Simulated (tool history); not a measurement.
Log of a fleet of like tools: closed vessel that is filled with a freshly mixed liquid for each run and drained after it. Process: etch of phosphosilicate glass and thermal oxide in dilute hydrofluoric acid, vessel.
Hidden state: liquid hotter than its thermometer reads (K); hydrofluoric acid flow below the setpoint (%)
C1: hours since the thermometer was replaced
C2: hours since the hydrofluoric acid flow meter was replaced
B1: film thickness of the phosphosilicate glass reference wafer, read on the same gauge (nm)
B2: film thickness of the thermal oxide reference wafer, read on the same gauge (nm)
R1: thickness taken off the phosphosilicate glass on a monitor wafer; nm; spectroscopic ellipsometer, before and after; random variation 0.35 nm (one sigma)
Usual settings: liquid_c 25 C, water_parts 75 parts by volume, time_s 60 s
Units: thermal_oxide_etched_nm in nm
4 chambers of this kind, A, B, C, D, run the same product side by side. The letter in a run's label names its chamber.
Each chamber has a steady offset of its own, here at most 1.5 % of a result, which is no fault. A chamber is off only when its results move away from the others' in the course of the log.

{"run": "1B", "day": 0.183, "liquid_c": 25, "water_parts": 75, "time_s": 60, "C1": 452.8, "C2": 115.6, "B1": 39.974, "B2": 39.994, "R1": 52.266, "thermal_oxide_etched_nm": 4.1832}
{"run": "2D", "day": 0.367, "liquid_c": 25, "water_parts": 75, "time_s": 60, "C1": 290.7, "C2": 1615.7, "B1": 40.015, "B2": 39.991, "R1": 52.076, "thermal_oxide_etched_nm": 4.0824}
{"run": "3C", "day": 0.475, "liquid_c": 25, "water_parts": 75, "time_s": 60, "C1": 397.7, "C2": 634.6, "B1": 40.0, "B2": 40.0, "R1": 51.431, "thermal_oxide_etched_nm": 4.1418}
{"run": "4A", "day": 0.588, "liquid_c": 25, "water_parts": 75, "time_s": 60, "C1": 660.8, "C2": 1293.5, "B1": 39.986, "B2": 40.02, "R1": 51.703, "thermal_oxide_etched_nm": 4.1583}
{"run": "5A", "day": 0.721, "liquid_c": 25, "water_parts": 75, "time_s": 60, "C1": 664.0, "C2": 1296.7, "B1": 39.952, "B2": 39.985, "R1": 51.39, "thermal_oxide_etched_nm": 4.0734}
{"run": "6D", "day": 0.867, "liquid_c": 25, "water_parts": 75, "time_s": 60, "C1": 302.7, "C2": 1627.7, "B1": 40.009, "B2": 39.982, "R1": 51.816, "thermal_oxide_etched_nm": 4.0725}
{"run": "7B", "day": 0.996, "liquid_c": 25, "water_parts": 75, "time_s": 60, "C1": 472.3, "C2": 135.1, "B1": 39.988, "B2": 40.017, "R1": 51.847, "thermal_oxide_etched_nm": 4.1474}
{"run": "8C", "day": 1.158, "liquid_c": 25, "water_parts": 75, "time_s": 60, "C1": 414.1, "C2": 651.0, "B1": 40.038, "B2": 40.02, "R1": 52.263, "thermal_oxide_etched_nm": 4.1929}
{"run": "9B", "day": 1.312, "liquid_c": 25, "water_parts": 75, "time_s": 80, "C1": 479.9, "C2": 142.7, "B1": 39.982, "B2": 39.956, "R1": 68.26, "thermal_oxide_etched_nm": 5.5329}
{"run": "10A", "day": 1.483, "liquid_c": 25, "water_parts": 75, "time_s": 80, "C1": 682.3, "C2": 1315.0, "B1": 39.99, "B2": 40.041, "R1": 68.545, "thermal_oxide_etched_nm": 5.5121}
{"run": "11C", "day": 1.646, "liquid_c": 25, "water_parts": 75, "time_s": 80, "C1": 425.8, "C2": 662.7, "B1": 39.981, "B2": 39.972, "R1": 69.239, "thermal_oxide_etched_nm": 5.5568}
{"run": "12D", "day": 1.8, "liquid_c": 25, "water_parts": 75, "time_s": 80, "C1": 325.1, "C2": 1650.1, "B1": 39.972, "B2": 40.019, "R1": 69.213, "thermal_oxide_etched_nm": 5.5253}
{"run": "13C", "day": 1.975, "liquid_c": 25, "water_parts": 75, "time_s": 60, "C1": 433.7, "C2": 670.6, "B1": 39.985, "B2": 40.04, "R1": 51.825, "thermal_oxide_etched_nm": 4.193}
{"run": "14A", "day": 2.121, "liquid_c": 25, "water_parts": 75, "time_s": 60, "C1": 697.6, "C2": 1330.3, "B1": 39.995, "B2": 39.971, "R1": 52.204, "thermal_oxide_etched_nm": 4.1044}
{"run": "15B", "day": 2.258, "liquid_c": 25, "water_parts": 75, "time_s": 60, "C1": 502.6, "C2": 165.4, "B1": 39.988, "B2": 40.005, "R1": 51.886, "thermal_oxide_etched_nm": 4.1454}
{"run": "16D", "day": 2.442, "liquid_c": 25, "water_parts": 75, "time_s": 60, "C1": 340.5, "C2": 1665.5, "B1": 40.033, "B2": 39.967, "R1": 51.728, "thermal_oxide_etched_nm": 4.0415}
{"run": "17A", "day": 2.521, "liquid_c": 25, "water_parts": 45, "time_s": 70, "C1": 707.2, "C2": 1339.9, "B1": 39.971, "B2": 39.989, "R1": 104.72, "thermal_oxide_etched_nm": 8.2203}
{"run": "18C", "day": 2.654, "liquid_c": 25, "water_parts": 45, "time_s": 70, "C1": 450.0, "C2": 686.9, "B1": 40.035, "B2": 39.991, "R1": 104.66, "thermal_oxide_etched_nm": 8.4154}
{"run": "19B", "day": 2.771, "liquid_c": 25, "water_parts": 45, "time_s": 70, "C1": 514.9, "C2": 177.7, "B1": 39.968, "B2": 39.997, "R1": 106.72, "thermal_oxide_etched_nm": 8.5073}
{"run": "20D", "day": 2.892, "liquid_c": 25, "water_parts": 45, "time_s": 70, "C1": 351.3, "C2": 1676.3, "B1": 39.963, "B2": 39.956, "R1": 105.01, "thermal_oxide_etched_nm": 8.1969}
{"run": "21B", "day": 3.054, "liquid_c": 25, "water_parts": 75, "time_s": 60, "C1": 521.7, "C2": 184.5, "B1": 40.003, "B2": 39.972, "R1": 52.128, "thermal_oxide_etched_nm": 4.1329}
{"run": "22D", "day": 3.2, "liquid_c": 25, "water_parts": 75, "time_s": 60, "C1": 358.7, "C2": 1683.7, "B1": 39.988, "B2": 40.008, "R1": 52.176, "thermal_oxide_etched_nm": 4.1119}
{"run": "23A", "day": 3.338, "liquid_c": 25, "water_parts": 75, "time_s": 60, "C1": 726.8, "C2": 1359.5, "B1": 40.014, "B2": 39.974, "R1": 52.58, "thermal_oxide_etched_nm": 4.178}
{"run": "24C", "day": 3.462, "liquid_c": 25, "water_parts": 75, "time_s": 60, "C1": 469.4, "C2": 706.3, "B1": 39.971, "B2": 40.022, "R1": 52.052, "thermal_oxide_etched_nm": 4.0778}
{"run": "25B", "day": 3.567, "liquid_c": 25, "water_parts": 75, "time_s": 60, "C1": 534.0, "C2": 196.8, "B1": 40.018, "B2": 40.003, "R1": 52.215, "thermal_oxide_etched_nm": 4.231}
{"run": "26A", "day": 3.688, "liquid_c": 25, "water_parts": 45, "time_s": 60, "C1": 735.2, "C2": 1367.9, "B1": 40.007, "B2": 40.005, "R1": 91.147, "thermal_oxide_etched_nm": 7.1012}
{"run": "27D", "day": 3.792, "liquid_c": 25, "water_parts": 45, "time_s": 60, "C1": 372.9, "C2": 1697.9, "B1": 40.014, "B2": 40.003, "R1": 90.365, "thermal_oxide_etched_nm": 6.9897}

What goes on in this fleet: one chamber off, a drifting gauge, or nothing beyond the chambers' own small offsets? Name the chamber and the cause, if any.

No chamber stands off beyond its own small offset, and the gauge holds steady.

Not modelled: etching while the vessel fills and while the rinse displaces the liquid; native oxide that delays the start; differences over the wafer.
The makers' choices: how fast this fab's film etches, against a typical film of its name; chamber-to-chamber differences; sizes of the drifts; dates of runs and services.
